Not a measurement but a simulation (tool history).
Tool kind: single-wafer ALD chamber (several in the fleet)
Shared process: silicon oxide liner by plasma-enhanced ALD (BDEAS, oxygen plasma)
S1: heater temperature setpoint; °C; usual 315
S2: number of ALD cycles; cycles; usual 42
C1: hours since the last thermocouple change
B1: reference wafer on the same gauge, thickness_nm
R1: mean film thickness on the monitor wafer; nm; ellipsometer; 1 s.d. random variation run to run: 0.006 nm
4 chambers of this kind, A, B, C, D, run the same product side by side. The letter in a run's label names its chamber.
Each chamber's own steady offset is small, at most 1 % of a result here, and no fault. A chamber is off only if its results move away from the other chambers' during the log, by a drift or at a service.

run    day   S1  S2      C1      B1      R1
 1C  0.321  315  42  1273.0  3.2502  3.7956
 2B  0.846  315  42   299.9  3.2472  3.8134
 3A  1.250  315  42    94.9  3.2472  3.8170
 4D  1.729  315  42   259.1  3.2460  3.8264
 5D  1.996  315  42   265.5  3.2453  3.8128
 6A  2.229  315  42   118.4  3.2459  3.8249
 7C  2.562  315  42  1326.8  3.2444  3.7887
 8B  2.821  315  42   347.3  3.2443  3.8233
 9D  3.129  315  42   292.7  3.2440  3.8275
10B  3.371  326  42   360.5  3.2432  3.7519
11A  3.604  326  42   151.4  3.2429  3.7515
12C  3.962  326  42  1360.4  3.2407  3.7252
13B  4.333  326  42   383.6  3.2410  3.7497
14D  4.754  321  48   331.7  3.2405  4.3372
15A  5.142  321  48   188.3  3.2373  4.3052
16C  5.583  321  48  1399.3  3.2364  4.2610
17A  6.067  321  48   210.5  3.2368  4.3102
18C  6.554  315  42  1422.6  3.2347  3.7679
19B  6.821  315  42   443.3  3.2343  3.8113
20D  7.279  307  39   392.3  3.2347  3.5716
21B  7.621  307  39   462.5  3.2338  3.5655
22A  7.900  307  39   254.5  3.2323  3.5663
23C  8.296  307  39  1464.4  3.2340  3.5412
24D  8.633  315  42   424.8  3.2303  3.8008
25D  8.892  315  42   431.0  3.2311  3.8017
26C  9.350  315  42  1489.7  3.2285  3.7609

Which is it: a chamber that has drifted or been left off by a service, a gauge drift common to all chambers, or only each chamber's usual small offset? If a chamber is off, name it and its likeliest cause.

The shared gauge is drifting. All chambers look as if they move in step, but none is off.
Cause: gauge reads low (%) = 0.655.
